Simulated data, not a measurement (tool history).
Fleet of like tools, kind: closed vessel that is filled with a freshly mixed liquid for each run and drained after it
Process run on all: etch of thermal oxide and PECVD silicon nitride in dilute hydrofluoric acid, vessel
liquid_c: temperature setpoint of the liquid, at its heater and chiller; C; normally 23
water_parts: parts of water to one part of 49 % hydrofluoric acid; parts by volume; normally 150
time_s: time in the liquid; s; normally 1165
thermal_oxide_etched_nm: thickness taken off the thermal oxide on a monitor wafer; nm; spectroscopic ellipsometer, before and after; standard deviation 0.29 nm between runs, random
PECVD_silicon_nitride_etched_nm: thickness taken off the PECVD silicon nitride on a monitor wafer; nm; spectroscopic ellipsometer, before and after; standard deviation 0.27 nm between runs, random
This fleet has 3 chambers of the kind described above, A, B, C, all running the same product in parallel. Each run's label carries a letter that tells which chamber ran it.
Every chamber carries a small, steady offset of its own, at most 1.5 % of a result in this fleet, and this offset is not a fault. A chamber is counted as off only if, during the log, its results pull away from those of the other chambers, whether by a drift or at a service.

| run | hour | liquid_c | water_parts | time_s | hours since the thermometer was replaced | hours since the hydrofluoric acid flow meter was replaced | read-back film thickness of the thermal oxide reference wafer, read on the same gauge (nm) | read-back film thickness of the PECVD silicon nitride reference wafer, read on the same gauge (nm) | thermal_oxide_etched_nm | PECVD_silicon_nitride_etched_nm |
|---|---|---|---|---|---|---|---|---|---|---|
| 1C | 9.1 | 23 | 150 | 1165 | 1931.2 | 625.6 | 30.008 | 30.002 | 34.780 | 33.688 |
| 2B | 16.2 | 23 | 150 | 1165 | 2183.0 | 1026.9 | 30.030 | 29.986 | 34.633 | 33.510 |
| 3A | 25.8 | 23 | 150 | 1165 | 250.6 | 1331.9 | 29.993 | 29.993 | 35.024 | 33.358 |
| 4C | 38.9 | 23 | 150 | 1165 | 1961.0 | 655.4 | 29.988 | 30.017 | 34.561 | 33.383 |
|  | 41.5 | chamber B: thermometer replaced |
| 5B | 51.8 | 23 | 150 | 1165 | 10.3 | 1062.5 | 30.008 | 29.999 | 34.642 | 33.542 |
| 6A | 60.1 | 23 | 150 | 1165 | 284.9 | 1366.2 | 30.004 | 30.003 | 35.340 | 32.719 |
| 7B | 70.3 | 23 | 220 | 655 | 28.8 | 1081.0 | 30.009 | 29.981 | 12.237 | 13.237 |
| 8A | 84.3 | 23 | 220 | 655 | 309.1 | 1390.4 | 29.987 | 29.968 | 12.537 | 12.823 |
| 9C | 97.9 | 23 | 220 | 655 | 2020.0 | 714.4 | 30.007 | 30.019 | 12.534 | 12.984 |
|  | 100.9 | chamber B: hydrofluoric acid flow meter replaced |
| 10A | 107.6 | 23 | 150 | 1165 | 332.4 | 1413.7 | 30.014 | 29.964 | 35.170 | 33.310 |
| 11C | 116.6 | 23 | 150 | 1165 | 2038.7 | 733.1 | 29.989 | 30.021 | 34.724 | 33.316 |
| 12B | 129.1 | 23 | 150 | 1165 | 87.6 | 28.2 | 29.997 | 29.975 | 34.719 | 33.604 |
| 13C | 136.3 | 23 | 150 | 1165 | 2058.4 | 752.8 | 30.011 | 30.007 | 34.851 | 33.530 |
| 14B | 143.3 | 23 | 150 | 1165 | 101.8 | 42.4 | 29.997 | 30.014 | 34.944 | 33.531 |
| 15A | 157.9 | 23 | 115 | 1685 | 382.7 | 1464.0 | 29.998 | 30.017 | 69.220 | 62.983 |
| 16C | 168.1 | 23 | 115 | 1685 | 2090.2 | 784.6 | 29.998 | 30.037 | 68.804 | 63.062 |
| 17B | 181.3 | 23 | 115 | 1685 | 139.8 | 80.4 | 29.993 | 30.002 | 67.755 | 62.433 |
| 18A | 194.1 | 23 | 150 | 1165 | 418.9 | 1500.2 | 30.034 | 30.020 | 34.820 | 33.299 |
| 19A | 203.5 | 23 | 150 | 1165 | 428.3 | 1509.6 | 30.033 | 30.004 | 34.476 | 33.661 |
| 20C | 215.5 | 23 | 90 | 1165 | 2137.6 | 832.0 | 29.995 | 29.990 | 61.991 | 54.541 |

Read the log: is a single chamber off, either drifting away or since a service, is the gauge that measures every chamber drifting, or is nothing wrong beyond small per-chamber offsets? Name any odd chamber and what most likely caused it.

Beyond each chamber's small constant offset nothing stands out, and the gauge stays steady.

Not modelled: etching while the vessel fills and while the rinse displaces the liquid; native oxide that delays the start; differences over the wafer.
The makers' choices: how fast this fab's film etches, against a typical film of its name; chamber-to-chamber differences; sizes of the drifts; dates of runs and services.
